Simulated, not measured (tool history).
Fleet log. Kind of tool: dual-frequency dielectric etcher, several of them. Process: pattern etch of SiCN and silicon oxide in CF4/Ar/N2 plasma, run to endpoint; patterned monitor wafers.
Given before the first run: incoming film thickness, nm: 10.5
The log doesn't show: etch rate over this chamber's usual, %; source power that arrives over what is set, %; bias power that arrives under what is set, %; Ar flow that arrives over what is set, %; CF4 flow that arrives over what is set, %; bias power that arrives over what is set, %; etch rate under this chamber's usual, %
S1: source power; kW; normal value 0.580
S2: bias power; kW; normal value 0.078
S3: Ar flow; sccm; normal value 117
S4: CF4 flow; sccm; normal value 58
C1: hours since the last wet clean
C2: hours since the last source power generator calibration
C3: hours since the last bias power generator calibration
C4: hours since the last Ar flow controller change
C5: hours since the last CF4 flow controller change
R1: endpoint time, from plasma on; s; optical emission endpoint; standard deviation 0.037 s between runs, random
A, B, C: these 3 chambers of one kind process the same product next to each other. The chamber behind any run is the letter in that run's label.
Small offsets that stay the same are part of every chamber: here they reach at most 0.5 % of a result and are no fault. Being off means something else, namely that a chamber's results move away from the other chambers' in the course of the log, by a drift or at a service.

| run | hour | S1 | S2 | S3 | S4 | C1 | C2 | C3 | C4 | C5 | R1 |
|---|---|---|---|---|---|---|---|---|---|---|---|
| 1A | 8.3 | 0.580 | 0.078 | 117 | 58 | 68.0 | 1417.4 | 2834.0 | 2315.3 | 814.7 | 10.0050 |
| 2B | 16.1 | 0.580 | 0.078 | 117 | 58 | 453.6 | 191.8 | 1707.8 | 1849.1 | 337.2 | 10.0170 |
| 3C | 23.4 | 0.580 | 0.078 | 117 | 58 | 286.6 | 1879.2 | 5093.7 | 344.9 | 791.9 | 10.0510 |
| 4A | 36.1 | 0.580 | 0.078 | 117 | 58 | 95.8 | 1445.2 | 2861.8 | 2343.1 | 842.5 | 10.0460 |
| 5C | 42.8 | 0.580 | 0.078 | 117 | 58 | 306.0 | 1898.6 | 5113.1 | 364.3 | 811.3 | 10.0800 |
| 6B | 51.0 | 0.580 | 0.078 | 117 | 58 | 488.5 | 226.7 | 1742.7 | 1884.0 | 372.1 | 10.0330 |
| 7B | 61.8 | 0.580 | 0.078 | 117 | 58 | 499.3 | 237.5 | 1753.5 | 1894.8 | 382.9 | 10.0550 |
| 8A | 71.1 | 0.580 | 0.078 | 102 | 67 | 130.8 | 1480.2 | 2896.8 | 2378.1 | 877.5 | 9.5906 |
| 9C | 78.8 | 0.580 | 0.078 | 102 | 67 | 342.0 | 1934.6 | 5149.1 | 400.3 | 847.3 | 9.6322 |
| 10C | 88.8 | 0.580 | 0.078 | 102 | 67 | 352.0 | 1944.6 | 5159.1 | 410.3 | 857.3 | 9.6463 |
| 11A | 101.8 | 0.580 | 0.078 | 117 | 58 | 161.5 | 1510.9 | 2927.5 | 2408.8 | 908.2 | 10.0020 |
| 12B | 108.3 | 0.580 | 0.078 | 117 | 58 | 545.8 | 284.0 | 1800.0 | 1941.3 | 429.4 | 10.0020 |
|  | 114.4 | chamber B: wet clean of the chamber |
| 13A | 118.4 | 0.580 | 0.078 | 117 | 58 | 178.1 | 1527.5 | 2944.1 | 2425.4 | 924.8 | 10.0240 |
| 14B | 129.7 | 0.580 | 0.078 | 117 | 58 | 15.3 | 305.4 | 1821.4 | 1962.7 | 450.8 | 9.9973 |
| 15C | 141.3 | 0.580 | 0.078 | 117 | 58 | 404.5 | 1997.1 | 5211.6 | 462.8 | 909.8 | 10.1010 |
| 16C | 152.1 | 0.580 | 0.078 | 117 | 58 | 415.3 | 2007.9 | 5222.4 | 473.6 | 920.6 | 10.1450 |
| 17A | 165.9 | 0.580 | 0.078 | 117 | 58 | 225.6 | 1575.0 | 2991.6 | 2472.9 | 972.3 | 9.9842 |
|  | 172.3 | chamber C: bias power generator calibrated |
| 18B | 180.0 | 0.580 | 0.078 | 117 | 58 | 65.6 | 355.7 | 1871.7 | 2013.0 | 501.1 | 10.0850 |
| 19C | 194.3 | 0.580 | 0.078 | 117 | 58 | 457.5 | 2050.1 | 22.0 | 515.8 | 962.8 | 10.2220 |
| 20A | 202.2 | 0.580 | 0.078 | 117 | 58 | 261.9 | 1611.3 | 3027.9 | 2509.2 | 1008.6 | 9.9915 |
| 21B | 210.3 | 0.580 | 0.078 | 117 | 58 | 95.9 | 386.0 | 1902.0 | 2043.3 | 531.4 | 10.0930 |
| 22A | 219.2 | 0.580 | 0.078 | 117 | 58 | 278.9 | 1628.3 | 3044.9 | 2526.2 | 1025.6 | 9.9911 |
| 23C | 225.7 | 0.580 | 0.078 | 117 | 66 | 488.9 | 2081.5 | 53.4 | 547.2 | 994.2 | 9.9641 |
| 24B | 234.1 | 0.580 | 0.078 | 117 | 66 | 119.7 | 409.8 | 1925.8 | 2067.1 | 555.2 | 9.8939 |
| 25B | 242.0 | 0.580 | 0.078 | 117 | 66 | 127.6 | 417.7 | 1933.7 | 2075.0 | 563.1 | 9.8376 |
| 26C | 254.4 | 0.580 | 0.078 | 117 | 58 | 517.6 | 2110.2 | 82.1 | 575.9 | 1022.9 | 10.2370 |
| 27A | 267.4 | 0.580 | 0.078 | 117 | 58 | 327.1 | 1676.5 | 3093.1 | 2574.4 | 1073.8 | 10.0680 |
| 28A | 278.9 | 0.580 | 0.095 | 117 | 66 | 338.6 | 1688.0 | 3104.6 | 2585.9 | 1085.3 | 9.1357 |
| 29B | 293.7 | 0.580 | 0.095 | 117 | 66 | 179.3 | 469.4 | 1985.4 | 2126.7 | 614.8 | 9.1361 |
| 30C | 308.2 | 0.580 | 0.095 | 117 | 66 | 571.4 | 2164.0 | 135.9 | 629.7 | 1076.7 | 9.3713 |
| 31B | 315.8 | 0.580 | 0.078 | 117 | 58 | 201.4 | 491.5 | 2007.5 | 2148.8 | 636.9 | 10.0760 |
| 32C | 330.6 | 0.580 | 0.078 | 117 | 58 | 593.8 | 2186.4 | 158.3 | 652.1 | 1099.1 | 10.2880 |

Is one chamber off against the others, does the gauge drift, or is nothing wrong? If a chamber is off, say which, and what the likeliest cause is.

Little by little, chamber C moves away from the other chambers.
Most likely cause: etch rate under this chamber's usual, % = 1.99.
It could be hard to tell apart here from: source power that arrives under what is set, %.

Which of the 4 candidates below, each the usual settings with something changed and its results left as question marks, puts chamber C back in line with what the other chambers give on the usual settings?
In line here means within this much of the mean the other chambers give on the usual settings: R1 0.1300 s
| 33C-1 | 341.3 | 0.570 | 0.077 | 117 | 58 |  |  |  |  |  | ? |
| 33C-2 | 341.3 | 0.610 | 0.078 | 117 | 58 |  |  |  |  |  | ? |
| 33C-3 | 341.3 | 0.590 | 0.079 | 117 | 58 |  |  |  |  |  | ? |
| 33C-4 | 341.3 | 0.580 | 0.070 | 122 | 58 |  |  |  |  |  | ? |

The other chambers' mean on the usual settings: R1 10.0400 s
| run | R1 |
|---|---|
| 33C-1 | 10.4830 |
| 33C-2 | 9.8389 |
| 33C-3 | 10.0820 |
| 33C-4 | 10.7510 |
It is 33C-3 that realigns the chamber with its peers.
